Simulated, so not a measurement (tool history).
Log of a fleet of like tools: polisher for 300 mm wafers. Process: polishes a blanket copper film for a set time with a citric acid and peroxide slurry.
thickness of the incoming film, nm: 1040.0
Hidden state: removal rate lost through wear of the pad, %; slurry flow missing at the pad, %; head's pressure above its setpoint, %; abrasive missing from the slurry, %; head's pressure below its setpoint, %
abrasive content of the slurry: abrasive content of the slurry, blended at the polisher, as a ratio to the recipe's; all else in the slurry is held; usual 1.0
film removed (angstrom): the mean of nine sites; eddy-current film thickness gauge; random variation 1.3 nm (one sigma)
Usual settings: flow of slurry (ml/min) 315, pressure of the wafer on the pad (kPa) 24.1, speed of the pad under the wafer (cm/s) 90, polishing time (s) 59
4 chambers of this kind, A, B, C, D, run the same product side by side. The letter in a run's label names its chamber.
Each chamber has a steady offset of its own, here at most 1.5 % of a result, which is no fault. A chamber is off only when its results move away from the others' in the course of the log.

run   hour  flow of slurry (ml/min)  pressure of the wafer on the pad (kPa)  speed of the pad under the wafer (cm/s)  abrasive content of the slurry  polishing time (s)  wafers polished on this pad  hours since the slurry nozzle was cleaned  hours since the head pressure was calibrated  hours since the slurry blender was calibrated  film removed (angstrom)
       5.0  -- chamber B: head pressure recalibrated
       7.3  -- chamber D: worn pad replaced by a new one
 1B   12.5                      315                                    24.1                                       90                             1.0                  59                          935                                      246.9                                           7.6                                           71.0                  1147.40
 2C   24.6                      315                                    24.1                                       90                             1.0                  59                          512                                       60.8                                         474.6                                           56.4                  1121.20
      25.2  -- chamber B: slurry nozzle cleaned
 3D   35.1                      315                                    24.1                                       90                             1.0                  59                          317                                       65.2                                          56.1                                          308.5                  1133.80
 4A   40.7                      315                                    24.1                                       90                             1.0                  59                          838                                      600.6                                         566.0                                          255.8                  1094.20
      42.6  -- chamber C: worn pad replaced by a new one
      46.5  -- chamber A: worn pad replaced by a new one
 5A   48.3                      315                                    24.1                                       90                             1.0                  59                           20                                      608.2                                         573.6                                          263.4                  1131.50
 6C   57.4                      315                                    24.1                                       90                             1.0                  59                          168                                       93.6                                         507.4                                           89.2                  1120.60
      58.6  -- chamber B: worn pad replaced by a new one
 7B   67.0                      315                                    24.1                                       90                             1.0                  59                           95                                       41.9                                          62.1                                          125.5                  1142.10
 8D   78.3                      315                                    21.4                                       90                             1.0                  59                          809                                      108.4                                          99.3                                          351.7                  1009.30
      82.1  -- chamber D: worn pad replaced by a new one
      86.0  -- chamber C: slurry blender recalibrated
 9A   90.6                      315                                    21.4                                       90                             1.0                  59                          502                                      650.5                                         615.9                                          305.7                   977.24
      97.1  -- chamber A: slurry blender recalibrated
10C   98.8                      315                                    21.4                                       90                             1.0                  59                          640                                      135.0                                         548.8                                           12.8                   962.60
     103.0  -- chamber C: worn pad replaced by a new one
11D  110.3                      315                                    21.4                                       90                             1.0                  59                          321                                      140.4                                         131.3                                          383.7                  1009.00
     111.2  -- chamber D: slurry blender recalibrated
     111.7  -- chamber A: worn pad replaced by a new one
12B  120.6                      315                                    24.1                                       90                             1.0                  59                          706                                       95.5                                         115.7                                          179.1                  1128.60
13B  128.3                      315                                    24.1                                       90                             1.0                  59                          794                                      103.2                                         123.4                                          186.8                  1135.40
14D  136.7                      315                                    24.1                                       90                             1.0                  59                          622                                      166.8                                         157.7                                           25.6                  1126.80
15C  147.0                      315                                    24.1                                       90                             1.0                  59                          502                                      183.2                                         597.0                                           61.0                  1078.40
16A  158.9                      315                                    24.1                                       90                             1.0                  59                          538                                      718.8                                         684.2                                           61.9                  1112.50
     164.2  -- chamber C: worn pad replaced by a new one
     167.9  -- chamber D: worn pad replaced by a new one
17C  169.6                      315                                    20.7                                       90                             1.0                  59                           61                                      205.8                                         619.6                                           83.6                   905.59
     173.9  -- chamber A: worn pad replaced by a new one
     174.3  -- chamber B: worn pad replaced by a new one
18B  181.4                      315                                    20.7                                       90                             1.0                  59                           81                                      156.3                                         176.5                                          239.9                   980.31
19A  193.4                      315                                    20.7                                       90                             1.0                  59                          222                                      753.3                                         718.7                                           96.4                   984.87
20D  200.8                      315                                    20.7                                       90                             1.0                  59                          375                                      230.9                                         221.8                                           89.7                   973.60
21D  209.1                      210                                    24.1                                       90                             1.0                  59                          469                                      239.2                                         230.1                                           98.0                  1097.60
22C  219.6                      210                                    24.1                                       90                             1.0                  59                          631                                      255.8                                         669.6                                          133.6                   988.38
     224.5  -- chamber C: slurry blender recalibrated
     225.8  -- chamber C: worn pad replaced by a new one
23B  231.5                      210                                    24.1                                       90                             1.0                  59                          652                                      206.4                                         226.6                                          290.0                  1069.10
24A  240.3                      210                                    24.1                                       90                             1.0                  59                          756                                      800.2                                         765.6                                          143.3                  1073.10
     245.0  -- chamber A: worn pad replaced by a new one
25D  248.2                      315                                    24.1                                       90                             1.0                  59                          914                                      278.3                                         269.2                                          137.1                  1124.50
26C  254.1                      315                                    24.1                                       90                             1.0                  59                          323                                      290.3                                         704.1                                           29.6                  1028.50
     257.1  -- chamber B: slurry nozzle cleaned
27A  263.9                      315                                    24.1                                       90                             0.8                  59                          215                                      823.8                                         789.2                                          166.9                  1087.90
     271.5  -- chamber B: slurry blender recalibrated
28B  274.3                      315                                    24.1                                       90                             0.8                  59                         1139                                       17.3                                         269.4                                            2.9                  1104.50

All 4 chambers run these settings next. Forecast each chamber's results:
29A  283.4                      315                                    24.1                                       70                             1.0                  59                                                                                                                                                                                             ?
29B  283.4                      315                                    24.1                                       70                             1.0                  59                                                                                                                                                                                             ?
29C  283.4                      315                                    24.1                                       70                             1.0                  59                                                                                                                                                                                             ?
29D  283.4                      315                                    24.1                                       70                             1.0                  59                                                                                                                                                                                             ?

run  film removed (angstrom)
29A                   870.11
29B                   882.07
29C                   792.34
29D                   879.50

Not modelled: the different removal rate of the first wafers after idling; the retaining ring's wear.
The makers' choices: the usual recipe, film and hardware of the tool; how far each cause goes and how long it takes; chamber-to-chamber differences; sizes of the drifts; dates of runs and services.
